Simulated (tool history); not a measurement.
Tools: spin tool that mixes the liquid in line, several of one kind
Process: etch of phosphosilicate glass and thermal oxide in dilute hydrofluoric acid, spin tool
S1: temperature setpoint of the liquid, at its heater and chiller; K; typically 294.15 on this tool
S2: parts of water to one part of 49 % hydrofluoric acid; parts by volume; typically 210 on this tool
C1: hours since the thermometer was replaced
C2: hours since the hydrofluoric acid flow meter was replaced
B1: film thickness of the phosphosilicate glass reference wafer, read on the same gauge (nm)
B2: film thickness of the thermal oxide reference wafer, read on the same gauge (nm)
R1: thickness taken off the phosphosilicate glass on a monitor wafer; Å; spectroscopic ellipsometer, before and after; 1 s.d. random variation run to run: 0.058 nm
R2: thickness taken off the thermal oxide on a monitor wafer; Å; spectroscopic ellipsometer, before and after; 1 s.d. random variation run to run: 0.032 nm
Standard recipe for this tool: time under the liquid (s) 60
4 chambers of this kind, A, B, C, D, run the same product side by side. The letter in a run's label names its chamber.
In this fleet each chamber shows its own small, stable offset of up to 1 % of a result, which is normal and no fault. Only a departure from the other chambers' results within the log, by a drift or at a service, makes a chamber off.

{"run": "1C", "day": 0.221, "S1": 294.15, "S2": 210, "time under the liquid (s)": 60, "C1": 989, "C2": 326.1, "B1": 50.002, "B2": 109.98, "R1": 134.79, "R2": 10.796}
{"run": "2D", "day": 0.421, "S1": 294.15, "S2": 210, "time under the liquid (s)": 60, "C1": 295.5, "C2": 881.9, "B1": 49.983, "B2": 109.99, "R1": 136.6, "R2": 10.401}
{"run": "3B", "day": 0.604, "S1": 294.15, "S2": 210, "time under the liquid (s)": 60, "C1": 684.4, "C2": 158.1, "B1": 50.007, "B2": 109.99, "R1": 137.04, "R2": 10.942}
{"run": "4A", "day": 0.767, "S1": 294.15, "S2": 210, "time under the liquid (s)": 60, "C1": 566.3, "C2": 918.3, "B1": 50.022, "B2": 110.01, "R1": 134.38, "R2": 11.312}
{"day": 0.912, "done": "chamber B: thermometer replaced"}
{"run": "5A", "day": 1.004, "S1": 294.15, "S2": 210, "time under the liquid (s)": 40, "C1": 572, "C2": 924, "B1": 50.004, "B2": 110, "R1": 90.538, "R2": 7.3976}
{"run": "6C", "day": 1.192, "S1": 294.15, "S2": 210, "time under the liquid (s)": 40, "C1": 1012.3, "C2": 349.4, "B1": 50.022, "B2": 110.02, "R1": 90.591, "R2": 6.8989}
{"run": "7B", "day": 1.333, "S1": 294.15, "S2": 210, "time under the liquid (s)": 40, "C1": 10.1, "C2": 175.6, "B1": 50.019, "B2": 110.01, "R1": 91.055, "R2": 7.0943}
{"run": "8D", "day": 1.533, "S1": 294.15, "S2": 210, "time under the liquid (s)": 40, "C1": 322.2, "C2": 908.6, "B1": 49.98, "B2": 110, "R1": 90.605, "R2": 7.1548}
{"run": "9C", "day": 1.771, "S1": 294.15, "S2": 210, "time under the liquid (s)": 60, "C1": 1026.2, "C2": 363.3, "B1": 49.995, "B2": 110, "R1": 135.19, "R2": 10.363}
{"run": "10A", "day": 2.046, "S1": 294.15, "S2": 210, "time under the liquid (s)": 60, "C1": 597, "C2": 949, "B1": 49.99, "B2": 110.02, "R1": 135.72, "R2": 10.427}
{"run": "11D", "day": 2.238, "S1": 294.15, "S2": 210, "time under the liquid (s)": 60, "C1": 339.1, "C2": 925.5, "B1": 49.972, "B2": 110.02, "R1": 135.68, "R2": 11.029}
{"run": "12B", "day": 2.379, "S1": 294.15, "S2": 210, "time under the liquid (s)": 60, "C1": 35.2, "C2": 200.7, "B1": 49.969, "B2": 110, "R1": 136.37, "R2": 10.16}
{"run": "13B", "day": 2.646, "S1": 294.15, "S2": 210, "time under the liquid (s)": 60, "C1": 41.6, "C2": 207.1, "B1": 49.995, "B2": 109.98, "R1": 136.61, "R2": 11.178}
{"run": "14D", "day": 2.846, "S1": 294.15, "S2": 210, "time under the liquid (s)": 60, "C1": 353.7, "C2": 940.1, "B1": 50.022, "B2": 110.02, "R1": 137.32, "R2": 10.379}
{"run": "15A", "day": 3.146, "S1": 294.15, "S2": 150, "time under the liquid (s)": 60, "C1": 623.4, "C2": 975.4, "B1": 50.008, "B2": 110, "R1": 201.63, "R2": 15.63}
{"run": "16C", "day": 3.417, "S1": 294.15, "S2": 150, "time under the liquid (s)": 60, "C1": 1065.7, "C2": 402.8, "B1": 50.009, "B2": 110.01, "R1": 198.49, "R2": 15.656}
{"run": "17D", "day": 3.608, "S1": 294.15, "S2": 150, "time under the liquid (s)": 60, "C1": 372, "C2": 958.4, "B1": 50.011, "B2": 110, "R1": 202.1, "R2": 15.027}
{"run": "18B", "day": 3.862, "S1": 294.15, "S2": 150, "time under the liquid (s)": 60, "C1": 70.8, "C2": 236.3, "B1": 50.045, "B2": 110.01, "R1": 203.78, "R2": 16.244}
{"run": "19C", "day": 4.038, "S1": 294.15, "S2": 210, "time under the liquid (s)": 60, "C1": 1080.6, "C2": 417.7, "B1": 49.979, "B2": 109.99, "R1": 135.22, "R2": 10.452}
{"run": "20A", "day": 4.321, "S1": 297.65, "S2": 210, "time under the liquid (s)": 50, "C1": 651.6, "C2": 1003.6, "B1": 50.034, "B2": 109.99, "R1": 128.48, "R2": 10.353}
{"run": "21D", "day": 4.504, "S1": 297.65, "S2": 210, "time under the liquid (s)": 50, "C1": 393.5, "C2": 979.9, "B1": 49.994, "B2": 110.02, "R1": 128.94, "R2": 10.391}
{"run": "22A", "day": 4.779, "S1": 297.65, "S2": 210, "time under the liquid (s)": 50, "C1": 662.6, "C2": 1014.6, "B1": 49.991, "B2": 109.99, "R1": 128.48, "R2": 10.406}
{"run": "23C", "day": 4.917, "S1": 297.65, "S2": 210, "time under the liquid (s)": 50, "C1": 1101.7, "C2": 438.8, "B1": 50.013, "B2": 109.99, "R1": 127.95, "R2": 10.086}
{"run": "24B", "day": 5.079, "S1": 294.15, "S2": 210, "time under the liquid (s)": 60, "C1": 100, "C2": 265.5, "B1": 49.989, "B2": 109.99, "R1": 135.9, "R2": 10.709}
{"run": "25D", "day": 5.225, "S1": 294.15, "S2": 210, "time under the liquid (s)": 60, "C1": 410.8, "C2": 997.2, "B1": 50, "B2": 109.98, "R1": 137.6, "R2": 10.431}
{"run": "26B", "day": 5.429, "S1": 294.15, "S2": 210, "time under the liquid (s)": 60, "C1": 108.4, "C2": 273.9, "B1": 50.024, "B2": 109.99, "R1": 136.93, "R2": 10.638}
{"run": "27A", "day": 5.658, "S1": 294.15, "S2": 210, "time under the liquid (s)": 60, "C1": 683.7, "C2": 1035.7, "B1": 50.013, "B2": 110, "R1": 135.57, "R2": 10.692}
{"run": "28C", "day": 5.958, "S1": 294.15, "S2": 210, "time under the liquid (s)": 60, "C1": 1126.7, "C2": 463.8, "B1": 50.025, "B2": 110, "R1": 134.64, "R2": 10.787}
{"run": "29D", "day": 6.179, "S1": 294.15, "S2": 210, "time under the liquid (s)": 60, "C1": 433.7, "C2": 1020.1, "B1": 50.032, "B2": 109.98, "R1": 136.07, "R2": 10.013}
{"run": "30B", "day": 6.442, "S1": 294.15, "S2": 210, "time under the liquid (s)": 60, "C1": 132.7, "C2": 298.2, "B1": 49.992, "B2": 109.99, "R1": 137.3, "R2": 10.534}
{"run": "31A", "day": 6.721, "S1": 294.15, "S2": 210, "time under the liquid (s)": 60, "C1": 709.2, "C2": 1061.2, "B1": 49.999, "B2": 109.99, "R1": 134.9, "R2": 11.264}
{"run": "32C", "day": 6.938, "S1": 294.15, "S2": 210, "time under the liquid (s)": 60, "C1": 1150.2, "C2": 487.3, "B1": 49.996, "B2": 109.99, "R1": 135.07, "R2": 10.874}
{"run": "33C", "day": 7.117, "S1": 296.15, "S2": 155, "time under the liquid (s)": 60, "C1": 1154.5, "C2": 491.6, "B1": 49.985, "B2": 109.99, "R1": 209.23, "R2": 16.424}
{"run": "34A", "day": 7.408, "S1": 296.15, "S2": 155, "time under the liquid (s)": 60, "C1": 725.7, "C2": 1077.7, "B1": 50.019, "B2": 109.99, "R1": 208.38, "R2": 17.659}
{"run": "35B", "day": 7.542, "S1": 296.15, "S2": 155, "time under the liquid (s)": 60, "C1": 159.1, "C2": 324.6, "B1": 49.981, "B2": 109.99, "R1": 208.35, "R2": 16.28}
{"run": "36D", "day": 7.767, "S1": 296.15, "S2": 155, "time under the liquid (s)": 60, "C1": 471.8, "C2": 1058.2, "B1": 49.991, "B2": 110, "R1": 211.81, "R2": 15.987}
{"run": "37C", "day": 7.996, "S1": 294.15, "S2": 210, "time under the liquid (s)": 60, "C1": 1175.6, "C2": 512.7, "B1": 49.953, "B2": 110, "R1": 135.51, "R2": 10.303}
{"run": "38A", "day": 8.138, "S1": 294.15, "S2": 145, "time under the liquid (s)": 30, "C1": 743.2, "C2": 1095.2, "B1": 49.985, "B2": 110, "R1": 104.05, "R2": 8.2613}
{"run": "39B", "day": 8.321, "S1": 294.15, "S2": 145, "time under the liquid (s)": 30, "C1": 177.8, "C2": 343.3, "B1": 50.024, "B2": 110, "R1": 105.87, "R2": 7.8677}
{"run": "40D", "day": 8.512, "S1": 294.15, "S2": 145, "time under the liquid (s)": 30, "C1": 489.7, "C2": 1076.1, "B1": 49.998, "B2": 109.99, "R1": 106.17, "R2": 8.578}
{"run": "41B", "day": 8.771, "S1": 294.15, "S2": 145, "time under the liquid (s)": 30, "C1": 188.6, "C2": 354.1, "B1": 50.046, "B2": 109.99, "R1": 104.94, "R2": 8.1016}
{"run": "42D", "day": 9.046, "S1": 294.15, "S2": 210, "time under the liquid (s)": 60, "C1": 502.5, "C2": 1088.9, "B1": 50.038, "B2": 109.98, "R1": 135.47, "R2": 10.546}

One chamber off, gauge drift, or nothing amiss beyond the chambers' own small offsets? If it is a chamber, which one, and what is the likeliest cause?

The fleet is healthy, with each chamber sitting at its usual small offset and no drift in the gauge.

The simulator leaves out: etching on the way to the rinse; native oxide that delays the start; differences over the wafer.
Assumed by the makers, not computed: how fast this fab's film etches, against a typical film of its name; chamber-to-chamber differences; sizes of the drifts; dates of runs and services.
